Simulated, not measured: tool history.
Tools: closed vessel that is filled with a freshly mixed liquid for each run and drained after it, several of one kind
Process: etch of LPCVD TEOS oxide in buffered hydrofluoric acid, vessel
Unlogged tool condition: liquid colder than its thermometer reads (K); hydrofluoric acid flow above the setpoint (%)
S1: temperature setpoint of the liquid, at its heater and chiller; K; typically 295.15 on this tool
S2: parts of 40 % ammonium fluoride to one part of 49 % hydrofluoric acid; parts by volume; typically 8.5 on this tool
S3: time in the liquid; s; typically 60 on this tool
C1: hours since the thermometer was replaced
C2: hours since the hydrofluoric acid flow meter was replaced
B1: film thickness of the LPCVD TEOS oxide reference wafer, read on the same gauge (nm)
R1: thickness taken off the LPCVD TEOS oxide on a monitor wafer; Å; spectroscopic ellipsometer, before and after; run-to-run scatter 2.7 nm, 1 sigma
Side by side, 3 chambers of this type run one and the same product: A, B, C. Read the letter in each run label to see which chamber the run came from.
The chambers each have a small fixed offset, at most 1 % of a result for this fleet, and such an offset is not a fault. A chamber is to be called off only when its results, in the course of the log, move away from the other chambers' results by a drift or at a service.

run   hour      S1    S2  S3      C1     C2      B1      R1
       1.1  -- chamber B: thermometer replaced
 1C   10.3  295.15   8.5  60  1631.6    664  140.02  3276.5
 2A   17.7  295.15   8.5  60   628.4  380.1  139.96  3247.7
 3B   30.5  295.15   8.5  60    29.4  454.8  139.99  3309.3
 4B   39.2  295.15   8.5  60    38.1  463.5  140.01  3330.5
 5A   46.7  295.15   8.5  60   657.4  409.1     140  3280.3
 6C     60  295.15   8.5  60  1681.3  713.7  139.98  3258.3
 7A   71.9  295.15   8.5  60   682.6  434.3  139.99    3233
 8B   82.2  299.15   5.5  60    81.1  506.5  140.01  6250.6
 9C   90.3  299.15   5.5  60  1711.6    744  139.97  6173.5
10A   98.3  299.15   5.5  60     709  460.7  139.99  6236.7
     107.3  -- chamber C: hydrofluoric acid flow meter replaced
11B  109.5  295.15   8.5  60   108.4  533.8  139.98  3313.1
12C    116  295.15   8.5  60  1737.3    8.7  140.02    3235
13C  126.2  295.15   8.5  60  1747.5   18.9     140  3220.7
14A  136.8  295.15   8.5  60   747.5  499.2  139.99  3224.4
15B  147.8  295.15   8.5  60   146.7  572.1  140.02  3293.5
16B  154.2  295.15   8.5  60   153.1  578.5  140.02  3265.1
17A  168.9  295.15   8.5  60   779.6  531.3  140.01  3278.6
18C  183.3  295.15  11.5  40  1804.6     76  139.98  1657.3
19B  194.9  295.15  11.5  40   193.8  619.2  140.01  1701.2
20C  201.3  295.15  11.5  40  1822.6     94     140  1664.3
21A  210.9  295.15   8.5  60   821.6  573.3  140.01    3251
22A  222.2  295.15   8.5  60   832.9  584.6     140  3244.6
23C  233.9  295.15   8.5  60  1855.2  126.6  140.03  3221.3
24B  244.5  295.15   8.5  60   243.4  668.8  140.02  3248.9

Predict what each chamber gives when all 3 of them run the settings below next.
25A   255  295.15   5  60               ?
25B   255  295.15   5  60               ?
25C   255  295.15   5  60               ?

run      R1
25A  5348.8
25B  5426.6
25C  5204.3
